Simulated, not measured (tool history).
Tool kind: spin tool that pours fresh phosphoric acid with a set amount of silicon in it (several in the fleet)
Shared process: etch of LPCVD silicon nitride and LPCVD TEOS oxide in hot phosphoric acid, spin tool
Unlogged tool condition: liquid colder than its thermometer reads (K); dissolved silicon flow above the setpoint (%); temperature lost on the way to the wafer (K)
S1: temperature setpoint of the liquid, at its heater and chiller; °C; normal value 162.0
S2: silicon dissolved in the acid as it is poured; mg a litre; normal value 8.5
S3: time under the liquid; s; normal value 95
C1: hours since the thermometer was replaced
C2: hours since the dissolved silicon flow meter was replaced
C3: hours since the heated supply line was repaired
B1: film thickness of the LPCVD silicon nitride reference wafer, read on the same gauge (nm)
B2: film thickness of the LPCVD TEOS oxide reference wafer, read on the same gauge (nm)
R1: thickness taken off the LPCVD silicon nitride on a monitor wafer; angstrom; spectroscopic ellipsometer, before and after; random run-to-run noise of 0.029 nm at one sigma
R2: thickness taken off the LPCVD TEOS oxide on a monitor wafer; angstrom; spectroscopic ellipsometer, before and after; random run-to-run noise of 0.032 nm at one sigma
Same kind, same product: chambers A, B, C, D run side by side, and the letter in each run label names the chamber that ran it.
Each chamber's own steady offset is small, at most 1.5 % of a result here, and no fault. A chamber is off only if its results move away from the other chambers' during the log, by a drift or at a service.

Run 1C, hour 10.7: usual settings; C1 1270.5; C2 898.0; C3 676.9; B1 149.96; B2 29.947. Result: R1 89.801 angstrom, R2 2.9247 angstrom.
Run 2B, hour 24.0: usual settings; C1 460.7; C2 323.9; C3 1664.1; B1 150.01; B2 29.991. Result: R1 88.589 angstrom, R2 3.4973 angstrom.
Run 3D, hour 38.9: usual settings; C1 635.0; C2 712.3; C3 543.2; B1 149.97; B2 29.996. Result: R1 88.723 angstrom, R2 3.7509 angstrom.
Run 4A, hour 55.1: usual settings; C1 745.1; C2 1850.3; C3 2193.8; B1 150.02; B2 30.009. Result: R1 89.552 angstrom, R2 3.1183 angstrom.
Run 5A, hour 62.6: usual settings; C1 752.6; C2 1857.8; C3 2201.3; B1 150.00; B2 29.997. Result: R1 89.279 angstrom, R2 3.7657 angstrom.
Run 6D, hour 75.5: usual settings; C1 671.6; C2 748.9; C3 579.8; B1 149.98; B2 29.990. Result: R1 89.321 angstrom, R2 3.4020 angstrom.
Run 7C, hour 91.6: usual settings; C1 1351.4; C2 978.9; C3 757.8; B1 149.99; B2 29.999. Result: R1 89.248 angstrom, R2 3.2328 angstrom.
Run 8B, hour 104.7: usual settings; C1 541.4; C2 404.6; C3 1744.8; B1 150.02; B2 30.028. Result: R1 88.040 angstrom, R2 3.4564 angstrom.
Run 9C, hour 114.5: usual settings but S1 164.5 °C; C1 1374.3; C2 1001.8; C3 780.7; B1 150.01; B2 29.986. Result: R1 96.602 angstrom, R2 4.4299 angstrom.
At hour 125.9: chamber A: dissolved silicon flow meter replaced.
Run 10D, hour 129.2: usual settings but S1 164.5 °C; C1 725.3; C2 802.6; C3 633.5; B1 150.01; B2 29.999. Result: R1 96.090 angstrom, R2 4.2642 angstrom.
Run 11B, hour 138.0: usual settings but S1 164.5 °C; C1 574.7; C2 437.9; C3 1778.1; B1 150.01; B2 29.985. Result: R1 95.232 angstrom, R2 4.2264 angstrom.
Run 12A, hour 151.6: usual settings but S1 164.5 °C; C1 841.6; C2 25.8; C3 2290.3; B1 150.01; B2 29.958. Result: R1 96.668 angstrom, R2 3.3821 angstrom.
Run 13B, hour 160.5: usual settings; C1 597.2; C2 460.4; C3 1800.6; B1 149.99; B2 30.002. Result: R1 88.307 angstrom, R2 3.3446 angstrom.
Run 14D, hour 169.5: usual settings; C1 765.6; C2 842.9; C3 673.8; B1 150.00; B2 30.039. Result: R1 88.618 angstrom, R2 3.4416 angstrom.
Run 15A, hour 178.9: usual settings; C1 868.9; C2 53.1; C3 2317.6; B1 150.02; B2 29.978. Result: R1 89.434 angstrom, R2 3.1674 angstrom.
Run 16C, hour 192.0: usual settings; C1 1451.8; C2 1079.3; C3 858.2; B1 150.00; B2 30.001. Result: R1 89.026 angstrom, R2 2.7362 angstrom.
Run 17D, hour 208.0: usual settings; C1 804.1; C2 881.4; C3 712.3; B1 150.02; B2 30.024. Result: R1 89.088 angstrom, R2 3.3672 angstrom.
Run 18A, hour 215.3: usual settings; C1 905.3; C2 89.5; C3 2354.0; B1 149.97; B2 30.001. Result: R1 89.288 angstrom, R2 2.6904 angstrom.
At hour 218.0: chamber C: heated supply line repaired.
At hour 218.3: chamber B: dissolved silicon flow meter replaced.
Run 19C, hour 225.3: usual settings but S1 160.5 °C, S3 140 s; C1 1485.1; C2 1112.6; C3 7.3; B1 149.99; B2 30.011. Result: R1 124.890 angstrom, R2 4.4703 angstrom.
Run 20B, hour 239.2: usual settings but S1 160.5 °C, S3 140 s; C1 675.9; C2 20.9; C3 1879.3; B1 150.00; B2 30.009. Result: R1 123.230 angstrom, R2 4.4547 angstrom.
Run 21B, hour 252.3: usual settings but S1 160.5 °C, S3 140 s; C1 689.0; C2 34.0; C3 1892.4; B1 150.02; B2 29.969. Result: R1 123.510 angstrom, R2 4.5335 angstrom.
Run 22A, hour 266.4: usual settings but S1 160.5 °C, S3 140 s; C1 956.4; C2 140.6; C3 2405.1; B1 150.00; B2 29.990. Result: R1 124.850 angstrom, R2 4.5048 angstrom.
Run 23C, hour 277.2: usual settings; C1 1537.0; C2 1164.5; C3 59.2; B1 149.98; B2 29.993. Result: R1 89.561 angstrom, R2 3.5742 angstrom.
Run 24D, hour 285.8: usual settings; C1 881.9; C2 959.2; C3 790.1; B1 150.00; B2 30.019. Result: R1 88.864 angstrom, R2 3.2032 angstrom.
Run 25B, hour 297.3: usual settings; C1 734.0; C2 79.0; C3 1937.4; B1 150.02; B2 29.973. Result: R1 87.988 angstrom, R2 3.1680 angstrom.
At hour 301.7: chamber A: thermometer replaced.
Run 26D, hour 310.6: usual settings; C1 906.7; C2 984.0; C3 814.9; B1 149.98; B2 29.991. Result: R1 89.502 angstrom, R2 3.7876 angstrom.
Run 27A, hour 323.0: usual settings; C1 21.3; C2 197.2; C3 2461.7; B1 150.00; B2 30.009. Result: R1 89.108 angstrom, R2 3.0150 angstrom.
Run 28C, hour 334.7: usual settings; C1 1594.5; C2 1222.0; C3 116.7; B1 149.98; B2 30.006. Result: R1 88.966 angstrom, R2 3.2902 angstrom.
Run 29C, hour 343.9: usual settings; C1 1603.7; C2 1231.2; C3 125.9; B1 149.99; B2 30.001. Result: R1 89.651 angstrom, R2 2.8002 angstrom.
Run 30D, hour 351.2: usual settings; C1 947.3; C2 1024.6; C3 855.5; B1 149.99; B2 30.029. Result: R1 88.343 angstrom, R2 3.1974 angstrom.
Run 31B, hour 358.7: usual settings; C1 795.4; C2 140.4; C3 1998.8; B1 150.02; B2 29.979. Result: R1 87.855 angstrom, R2 3.4070 angstrom.

Each of the 4 chambers runs these same settings next. Fill in every chamber's results:
Run 32A, hour 370.5: usual settings but S2 13.0 mg a litre. Result: R1 ?, R2 ?.
Run 32B, hour 370.5: usual settings but S2 13.0 mg a litre. Result: R1 ?, R2 ?.
Run 32C, hour 370.5: usual settings but S2 13.0 mg a litre. Result: R1 ?, R2 ?.
Run 32D, hour 370.5: usual settings but S2 13.0 mg a litre. Result: R1 ?, R2 ?.

run      R1      R2
32A  88.629  2.9948
32B  88.050  2.7490
32C  89.121  2.7822
32D  88.790  2.4500

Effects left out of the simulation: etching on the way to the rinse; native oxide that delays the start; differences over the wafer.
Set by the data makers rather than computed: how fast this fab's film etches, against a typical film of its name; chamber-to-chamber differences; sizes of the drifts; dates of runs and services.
